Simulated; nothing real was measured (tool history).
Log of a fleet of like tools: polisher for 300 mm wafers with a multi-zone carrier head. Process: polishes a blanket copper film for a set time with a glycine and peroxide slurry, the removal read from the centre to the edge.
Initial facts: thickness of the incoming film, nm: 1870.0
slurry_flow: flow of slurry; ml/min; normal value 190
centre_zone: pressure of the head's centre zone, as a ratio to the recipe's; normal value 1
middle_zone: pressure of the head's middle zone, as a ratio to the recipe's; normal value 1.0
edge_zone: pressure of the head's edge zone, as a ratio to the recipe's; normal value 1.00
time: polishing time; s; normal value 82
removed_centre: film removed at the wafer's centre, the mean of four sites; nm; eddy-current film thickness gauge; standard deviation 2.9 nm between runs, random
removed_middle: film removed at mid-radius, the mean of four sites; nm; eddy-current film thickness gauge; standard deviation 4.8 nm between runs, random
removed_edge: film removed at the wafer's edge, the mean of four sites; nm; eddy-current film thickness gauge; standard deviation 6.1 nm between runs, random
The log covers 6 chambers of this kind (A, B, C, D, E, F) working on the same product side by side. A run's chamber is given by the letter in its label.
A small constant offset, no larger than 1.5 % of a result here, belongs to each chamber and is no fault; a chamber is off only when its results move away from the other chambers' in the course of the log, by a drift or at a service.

run 1C day=0.188 | slurry_flow=190 centre_zone=1 middle_zone=1.0 edge_zone=1.00 time=82 | removed_centre=454.47 removed_middle=466.87 removed_edge=460.75
run 2D day=0.292 | slurry_flow=190 centre_zone=1 middle_zone=1.0 edge_zone=1.00 time=82 | removed_centre=461.42 removed_middle=461.44 removed_edge=473.78
run 3E day=0.442 | slurry_flow=190 centre_zone=1 middle_zone=1.0 edge_zone=1.00 time=82 | removed_centre=457.95 removed_middle=465.92 removed_edge=459.76
run 4A day=0.546 | slurry_flow=190 centre_zone=1 middle_zone=1.0 edge_zone=1.00 time=82 | removed_centre=467.31 removed_middle=459.03 removed_edge=451.59
run 5B day=0.696 | slurry_flow=190 centre_zone=1 middle_zone=1.0 edge_zone=1.07 time=109 | removed_centre=613.46 removed_middle=615.60 removed_edge=627.64
run 6F day=0.792 | slurry_flow=190 centre_zone=1 middle_zone=1.0 edge_zone=1.07 time=109 | removed_centre=616.39 removed_middle=604.67 removed_edge=647.33
-- day=0.858 chamber D: worn pad replaced by a new one
run 7E day=0.892 | slurry_flow=190 centre_zone=1 middle_zone=1.0 edge_zone=1.07 time=109 | removed_centre=611.63 removed_middle=605.90 removed_edge=642.82
-- day=0.946 chamber C: worn pad replaced by a new one
run 8C day=1.025 | slurry_flow=190 centre_zone=1 middle_zone=1.0 edge_zone=1.07 time=109 | removed_centre=616.41 removed_middle=620.46 removed_edge=644.32
run 9B day=1.125 | slurry_flow=190 centre_zone=1 middle_zone=1.0 edge_zone=1.07 time=109 | removed_centre=617.74 removed_middle=624.65 removed_edge=629.04
-- day=1.150 chamber E: worn pad replaced by a new one
run 10F day=1.250 | slurry_flow=190 centre_zone=1 middle_zone=1.0 edge_zone=1.07 time=109 | removed_centre=620.77 removed_middle=612.92 removed_edge=644.78
run 11D day=1.408 | slurry_flow=190 centre_zone=1 middle_zone=1.0 edge_zone=1.00 time=82 | removed_centre=460.60 removed_middle=468.11 removed_edge=455.49
-- day=1.512 chamber A: worn pad replaced by a new one
run 12A day=1.525 | slurry_flow=190 centre_zone=1 middle_zone=1.0 edge_zone=0.93 time=82 | removed_centre=466.76 removed_middle=457.15 removed_edge=441.40
run 13E day=1.708 | slurry_flow=190 centre_zone=1 middle_zone=1.0 edge_zone=0.93 time=82 | removed_centre=458.79 removed_middle=456.77 removed_edge=451.91
run 14F day=1.858 | slurry_flow=190 centre_zone=1 middle_zone=1.0 edge_zone=0.93 time=82 | removed_centre=470.60 removed_middle=465.69 removed_edge=455.67
run 15B day=2.004 | slurry_flow=190 centre_zone=1 middle_zone=1.0 edge_zone=0.93 time=82 | removed_centre=465.40 removed_middle=460.29 removed_edge=434.09
run 16A day=2.117 | slurry_flow=190 centre_zone=1 middle_zone=1.0 edge_zone=0.93 time=82 | removed_centre=467.11 removed_middle=457.90 removed_edge=443.94
run 17D day=2.221 | slurry_flow=190 centre_zone=1 middle_zone=1.0 edge_zone=0.93 time=82 | removed_centre=463.31 removed_middle=459.00 removed_edge=439.44
-- day=2.262 chamber B: centre zone pressure recalibrated
-- day=2.329 chamber F: worn pad replaced by a new one
run 18C day=2.342 | slurry_flow=190 centre_zone=1 middle_zone=1.0 edge_zone=1.00 time=82 | removed_centre=457.36 removed_middle=460.95 removed_edge=471.77
run 19E day=2.504 | slurry_flow=190 centre_zone=1 middle_zone=1.0 edge_zone=1.00 time=82 | removed_centre=463.22 removed_middle=466.36 removed_edge=449.11
run 20F day=2.638 | slurry_flow=190 centre_zone=1 middle_zone=1.0 edge_zone=1.00 time=82 | removed_centre=463.97 removed_middle=453.11 removed_edge=455.65
run 21D day=2.742 | slurry_flow=190 centre_zone=1 middle_zone=1.0 edge_zone=1.00 time=82 | removed_centre=461.42 removed_middle=465.76 removed_edge=472.63
run 22A day=2.879 | slurry_flow=190 centre_zone=1 middle_zone=1.0 edge_zone=1.00 time=82 | removed_centre=464.00 removed_middle=470.36 removed_edge=466.34
run 23B day=3.054 | slurry_flow=155 centre_zone=1 middle_zone=1.0 edge_zone=1.00 time=82 | removed_centre=440.26 removed_middle=438.82 removed_edge=444.14
run 24C day=3.146 | slurry_flow=155 centre_zone=1 middle_zone=1.0 edge_zone=1.00 time=82 | removed_centre=448.61 removed_middle=449.66 removed_edge=464.48
run 25F day=3.267 | slurry_flow=155 centre_zone=1 middle_zone=1.0 edge_zone=1.00 time=82 | removed_centre=447.76 removed_middle=451.90 removed_edge=448.57
run 26A day=3.467 | slurry_flow=155 centre_zone=1 middle_zone=1.0 edge_zone=1.00 time=82 | removed_centre=452.36 removed_middle=447.65 removed_edge=460.87
-- day=3.521 chamber B: worn pad replaced by a new one
run 27B day=3.667 | slurry_flow=155 centre_zone=1 middle_zone=1.0 edge_zone=1.00 time=82 | removed_centre=435.29 removed_middle=441.21 removed_edge=442.94
run 28C day=3.850 | slurry_flow=155 centre_zone=1 middle_zone=1.0 edge_zone=1.00 time=82 | removed_centre=441.59 removed_middle=444.89 removed_edge=464.34
run 29D day=3.983 | slurry_flow=190 centre_zone=1 middle_zone=1.1 edge_zone=1.00 time=99 | removed_centre=557.87 removed_middle=616.40 removed_edge=564.29
run 30E day=4.150 | slurry_flow=190 centre_zone=1 middle_zone=1.1 edge_zone=1.00 time=99 | removed_centre=553.25 removed_middle=617.52 removed_edge=558.46
run 31B day=4.338 | slurry_flow=190 centre_zone=1 middle_zone=1.1 edge_zone=1.00 time=99 | removed_centre=541.69 removed_middle=595.14 removed_edge=542.62
-- day=4.350 chamber C: worn pad replaced by a new one
run 32C day=4.433 | slurry_flow=190 centre_zone=1 middle_zone=1.1 edge_zone=1.00 time=99 | removed_centre=558.55 removed_middle=628.44 removed_edge=568.26
run 33A day=4.571 | slurry_flow=190 centre_zone=1 middle_zone=1.1 edge_zone=1.00 time=99 | removed_centre=565.10 removed_middle=607.77 removed_edge=570.73
run 34D day=4.679 | slurry_flow=190 centre_zone=1 middle_zone=1.1 edge_zone=1.00 time=99 | removed_centre=549.96 removed_middle=612.89 removed_edge=564.13
run 35F day=4.796 | slurry_flow=190 centre_zone=1 middle_zone=1.0 edge_zone=1.00 time=82 | removed_centre=465.96 removed_middle=458.05 removed_edge=457.68
run 36E day=4.938 | slurry_flow=190 centre_zone=1 middle_zone=1.0 edge_zone=1.00 time=82 | removed_centre=461.33 removed_middle=464.58 removed_edge=451.57

Next, every chamber runs the same settings. What will each give?
run 37A day=5.079 | slurry_flow=190 centre_zone=1 middle_zone=1.0 edge_zone=1.00 time=97 | removed_centre=? removed_middle=? removed_edge=?
run 37B day=5.079 | slurry_flow=190 centre_zone=1 middle_zone=1.0 edge_zone=1.00 time=97 | removed_centre=? removed_middle=? removed_edge=?
run 37C day=5.079 | slurry_flow=190 centre_zone=1 middle_zone=1.0 edge_zone=1.00 time=97 | removed_centre=? removed_middle=? removed_edge=?
run 37D day=5.079 | slurry_flow=190 centre_zone=1 middle_zone=1.0 edge_zone=1.00 time=97 | removed_centre=? removed_middle=? removed_edge=?
run 37E day=5.079 | slurry_flow=190 centre_zone=1 middle_zone=1.0 edge_zone=1.00 time=97 | removed_centre=? removed_middle=? removed_edge=?
run 37F day=5.079 | slurry_flow=190 centre_zone=1 middle_zone=1.0 edge_zone=1.00 time=97 | removed_centre=? removed_middle=? removed_edge=?

run=37A removed_centre=550.98 removed_middle=560.10 removed_edge=560.52
run=37B removed_centre=524.32 removed_middle=517.04 removed_edge=537.91
run=37C removed_centre=546.71 removed_middle=551.05 removed_edge=557.83
run=37D removed_centre=541.70 removed_middle=556.15 removed_edge=561.89
run=37E removed_centre=543.07 removed_middle=552.33 removed_edge=537.25
run=37F removed_centre=548.11 removed_middle=543.49 removed_edge=561.84

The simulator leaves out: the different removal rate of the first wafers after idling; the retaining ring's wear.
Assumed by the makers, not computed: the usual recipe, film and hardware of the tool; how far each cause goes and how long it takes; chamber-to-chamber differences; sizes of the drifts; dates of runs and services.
